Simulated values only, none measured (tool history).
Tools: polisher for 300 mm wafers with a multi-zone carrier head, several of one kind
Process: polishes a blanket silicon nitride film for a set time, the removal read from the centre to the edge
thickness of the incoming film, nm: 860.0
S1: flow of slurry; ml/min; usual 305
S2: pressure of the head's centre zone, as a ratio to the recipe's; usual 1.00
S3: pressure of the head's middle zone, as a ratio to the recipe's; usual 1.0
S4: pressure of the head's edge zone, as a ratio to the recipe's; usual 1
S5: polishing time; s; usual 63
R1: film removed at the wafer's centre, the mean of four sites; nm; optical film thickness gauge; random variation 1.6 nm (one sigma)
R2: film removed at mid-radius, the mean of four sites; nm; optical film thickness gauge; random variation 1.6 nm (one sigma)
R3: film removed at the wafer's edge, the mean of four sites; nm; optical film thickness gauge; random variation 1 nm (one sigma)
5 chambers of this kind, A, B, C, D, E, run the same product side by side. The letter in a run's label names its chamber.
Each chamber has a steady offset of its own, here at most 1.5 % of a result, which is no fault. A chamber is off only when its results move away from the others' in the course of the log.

| run | day | S1 | S2 | S3 | S4 | S5 | R1 | R2 | R3 |
|---|---|---|---|---|---|---|---|---|---|
| 1C | 0.238 | 305 | 1.00 | 1.0 | 1 | 63 | 149.64 | 148.10 | 147.60 |
| 2B | 0.400 | 305 | 1.00 | 1.0 | 1 | 63 | 147.26 | 146.62 | 147.60 |
|  | 0.446 | chamber B: worn pad replaced by a new one |
| 3D | 0.550 | 305 | 1.00 | 1.0 | 1 | 63 | 144.18 | 146.94 | 148.78 |
| 4E | 0.733 | 305 | 1.00 | 1.0 | 1 | 63 | 143.69 | 145.40 | 145.18 |
|  | 0.762 | chamber E: worn pad replaced by a new one |
| 5A | 0.958 | 305 | 0.89 | 1.0 | 1 | 63 | 125.45 | 144.64 | 144.34 |
|  | 0.962 | chamber D: worn pad replaced by a new one |
| 6E | 1.188 | 305 | 0.89 | 1.0 | 1 | 63 | 127.16 | 145.28 | 145.20 |
|  | 1.425 | chamber C: worn pad replaced by a new one |
| 7B | 1.467 | 305 | 0.89 | 1.0 | 1 | 63 | 128.25 | 147.99 | 146.96 |
| 8D | 1.688 | 305 | 0.89 | 1.0 | 1 | 63 | 127.01 | 145.42 | 147.65 |
|  | 1.692 | chamber B: slurry nozzle cleaned |
| 9A | 1.950 | 305 | 0.89 | 1.0 | 1 | 63 | 128.12 | 149.10 | 145.19 |
| 10C | 2.100 | 305 | 1.00 | 1.0 | 1 | 63 | 147.17 | 149.54 | 145.79 |
|  | 2.258 | chamber E: centre zone pressure recalibrated |
| 11B | 2.325 | 305 | 1.00 | 1.0 | 1 | 63 | 149.18 | 147.07 | 146.27 |
| 12D | 2.471 | 305 | 1.00 | 1.0 | 1 | 63 | 146.46 | 146.54 | 147.42 |
| 13E | 2.654 | 305 | 1.00 | 1.0 | 1 | 63 | 146.54 | 146.42 | 146.24 |
| 14A | 2.850 | 305 | 1.00 | 1.0 | 1 | 63 | 148.54 | 146.36 | 145.49 |
| 15C | 3.088 | 305 | 1.00 | 1.0 | 1 | 63 | 150.17 | 149.81 | 145.84 |
| 16E | 3.271 | 305 | 1.00 | 1.0 | 1 | 63 | 144.86 | 147.14 | 146.17 |
|  | 3.321 | chamber D: slurry nozzle cleaned |
| 17C | 3.521 | 305 | 1.00 | 1.0 | 1 | 63 | 147.31 | 151.40 | 145.08 |
| 18D | 3.712 | 305 | 1.00 | 1.0 | 1 | 63 | 146.90 | 148.79 | 148.52 |
|  | 3.746 | chamber D: worn pad replaced by a new one |
|  | 3.908 | chamber A: worn pad replaced by a new one |
| 19A | 3.946 | 305 | 1.00 | 1.0 | 1 | 63 | 147.76 | 147.15 | 144.54 |
|  | 4.046 | chamber C: worn pad replaced by a new one |
| 20B | 4.125 | 305 | 1.00 | 1.0 | 1 | 63 | 146.89 | 144.90 | 146.55 |
|  | 4.233 | chamber B: centre zone pressure recalibrated |
| 21D | 4.388 | 305 | 1.00 | 1.0 | 1 | 63 | 149.35 | 144.02 | 148.84 |
| 22B | 4.596 | 305 | 1.00 | 1.0 | 1 | 63 | 148.79 | 145.89 | 146.57 |
|  | 4.808 | chamber B: worn pad replaced by a new one |
| 23E | 4.833 | 305 | 1.00 | 1.0 | 1 | 63 | 142.20 | 146.73 | 147.34 |
|  | 4.908 | chamber E: worn pad replaced by a new one |
| 24C | 5.004 | 305 | 1.00 | 1.0 | 1 | 63 | 148.47 | 147.67 | 146.86 |
| 25A | 5.129 | 305 | 0.90 | 0.9 | 1 | 63 | 129.39 | 134.91 | 145.20 |
| 26A | 5.358 | 305 | 0.90 | 0.9 | 1 | 63 | 128.33 | 133.60 | 145.66 |
| 27B | 5.575 | 305 | 0.90 | 0.9 | 1 | 63 | 129.96 | 133.49 | 148.37 |
| 28E | 5.817 | 305 | 0.90 | 0.9 | 1 | 63 | 128.24 | 135.79 | 146.41 |
| 29D | 5.958 | 305 | 0.90 | 0.9 | 1 | 63 | 130.05 | 132.31 | 148.05 |
| 30C | 6.129 | 305 | 1.00 | 1.0 | 1 | 63 | 150.50 | 145.21 | 145.80 |
|  | 6.150 | chamber C: worn pad replaced by a new one |
| 31C | 6.304 | 350 | 1.00 | 1.0 | 1 | 82 | 192.92 | 196.79 | 192.16 |
| 32D | 6.492 | 350 | 1.00 | 1.0 | 1 | 82 | 195.06 | 192.47 | 198.93 |
|  | 6.617 | chamber A: slurry nozzle cleaned |
| 33E | 6.725 | 350 | 1.00 | 1.0 | 1 | 82 | 187.99 | 189.89 | 190.31 |
| 34B | 6.888 | 350 | 1.00 | 1.0 | 1 | 82 | 192.18 | 189.15 | 193.50 |
|  | 6.912 | chamber D: worn pad replaced by a new one |
| 35A | 7.075 | 350 | 1.00 | 1.0 | 1 | 82 | 191.42 | 195.14 | 193.30 |
| 36A | 7.308 | 305 | 1.00 | 1.0 | 1 | 63 | 143.37 | 145.99 | 143.68 |
| 37D | 7.479 | 305 | 1.00 | 1.0 | 1 | 63 | 145.56 | 148.38 | 150.92 |
| 38C | 7.604 | 305 | 1.00 | 1.0 | 1 | 63 | 148.36 | 152.34 | 146.09 |
| 39B | 7.867 | 305 | 1.00 | 1.0 | 1 | 63 | 143.07 | 147.72 | 148.36 |

What goes on in this fleet: one chamber off, a drifting gauge, or nothing beyond the chambers' own small offsets? Name the chamber and the cause, if any.

No chamber stands off beyond its own small offset, and the gauge holds steady.

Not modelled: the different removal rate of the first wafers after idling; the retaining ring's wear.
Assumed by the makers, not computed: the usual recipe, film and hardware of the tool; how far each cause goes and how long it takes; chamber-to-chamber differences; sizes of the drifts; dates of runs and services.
